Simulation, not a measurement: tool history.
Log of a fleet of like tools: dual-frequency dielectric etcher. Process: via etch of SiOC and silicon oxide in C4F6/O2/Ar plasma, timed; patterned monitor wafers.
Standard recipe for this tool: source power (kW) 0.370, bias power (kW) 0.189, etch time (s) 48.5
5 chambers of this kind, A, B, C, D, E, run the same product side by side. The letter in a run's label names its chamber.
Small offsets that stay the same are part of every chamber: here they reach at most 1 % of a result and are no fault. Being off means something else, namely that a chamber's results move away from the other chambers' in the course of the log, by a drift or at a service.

run   hour  source power (kW)  bias power (kW)  etch time (s)  read-back reference wafer on the same gauge, depth_nm  mean etch depth across the wafer (angstrom)
 1A    8.3              0.370            0.189           48.5                                                 63.272                                       536.37
 2C   14.0              0.370            0.189           48.5                                                 63.324                                       539.37
 3D   22.1              0.370            0.189           48.5                                                 63.280                                       545.98
 4E   32.4              0.370            0.189           48.5                                                 63.276                                       542.85
 5B   43.1              0.370            0.189           48.5                                                 63.307                                       539.37
 6B   53.6              0.330            0.152           48.5                                                 63.303                                       482.81
      57.4  -- chamber E: bias power generator calibrated
 7A   60.9              0.330            0.152           48.5                                                 63.271                                       479.92
 8E   70.7              0.330            0.152           48.5                                                 63.372                                       486.31
 9C   78.7              0.330            0.152           48.5                                                 63.310                                       480.78
      80.1  -- chamber E: wet clean of the chamber
10D   84.8              0.330            0.152           48.5                                                 63.232                                       482.31
11C   94.0              0.370            0.189           48.5                                                 63.351                                       538.44
12D  100.9              0.370            0.189           48.5                                                 63.295                                       544.01
13B  109.2              0.370            0.189           48.5                                                 63.307                                       538.91
14A  115.5              0.370            0.189           48.5                                                 63.270                                       539.05
15E  125.0              0.370            0.189           48.5                                                 63.347                                       543.75
16A  131.2              0.370            0.189           48.5                                                 63.328                                       536.73
17C  136.1              0.370            0.189           48.5                                                 63.246                                       537.67
18D  141.6              0.370            0.189           48.5                                                 63.236                                       547.02
19B  149.5              0.370            0.189           48.5                                                 63.282                                       538.27
20E  158.6              0.370            0.189           48.5                                                 63.259                                       544.27
21E  164.1              0.370            0.189           48.5                                                 63.348                                       543.96
22C  173.7              0.280            0.209           48.5                                                 63.367                                       501.91
23A  183.4              0.280            0.209           48.5                                                 63.310                                       498.81
24B  191.7              0.280            0.209           48.5                                                 63.301                                       499.19
25D  201.7              0.280            0.209           48.5                                                 63.271                                       503.20
26A  209.8              0.280            0.209           48.5                                                 63.351                                       501.48
     210.3  -- chamber A: wet clean of the chamber
27C  219.2              0.370            0.189           48.5                                                 63.295                                       537.19
28D  225.2              0.370            0.189           48.5                                                 63.304                                       545.86
29E  234.7              0.370            0.189           48.5                                                 63.338                                       545.11
30B  240.3              0.370            0.189           48.5                                                 63.253                                       540.39
31B  249.9              0.370            0.220           59.5                                                 63.273                                       694.19
32C  257.6              0.370            0.220           59.5                                                 63.314                                       691.75
33E  266.2              0.370            0.220           59.5                                                 63.287                                       699.50
34A  276.7              0.370            0.220           59.5                                                 63.315                                       698.04
35D  282.5              0.370            0.220           59.5                                                 63.253                                       703.62
36A  290.6              0.330            0.235           48.5                                                 63.234                                       552.82
     299.1  -- chamber B: bias power generator calibrated
37B  301.1              0.330            0.235           48.5                                                 63.252                                       554.73

For the next run the whole fleet of 5 chambers uses the same settings. Give each chamber's results:
38A  308.8              0.420            0.189           48.5                                                                                                   ?
38B  308.8              0.420            0.189           48.5                                                                                                   ?
38C  308.8              0.420            0.189           48.5                                                                                                   ?
38D  308.8              0.420            0.189           48.5                                                                                                   ?
38E  308.8              0.420            0.189           48.5                                                                                                   ?

run  mean etch depth across the wafer (angstrom)
38A                                       563.67
38B                                       568.54
38C                                       567.25
38D                                       572.25
38E                                       568.99
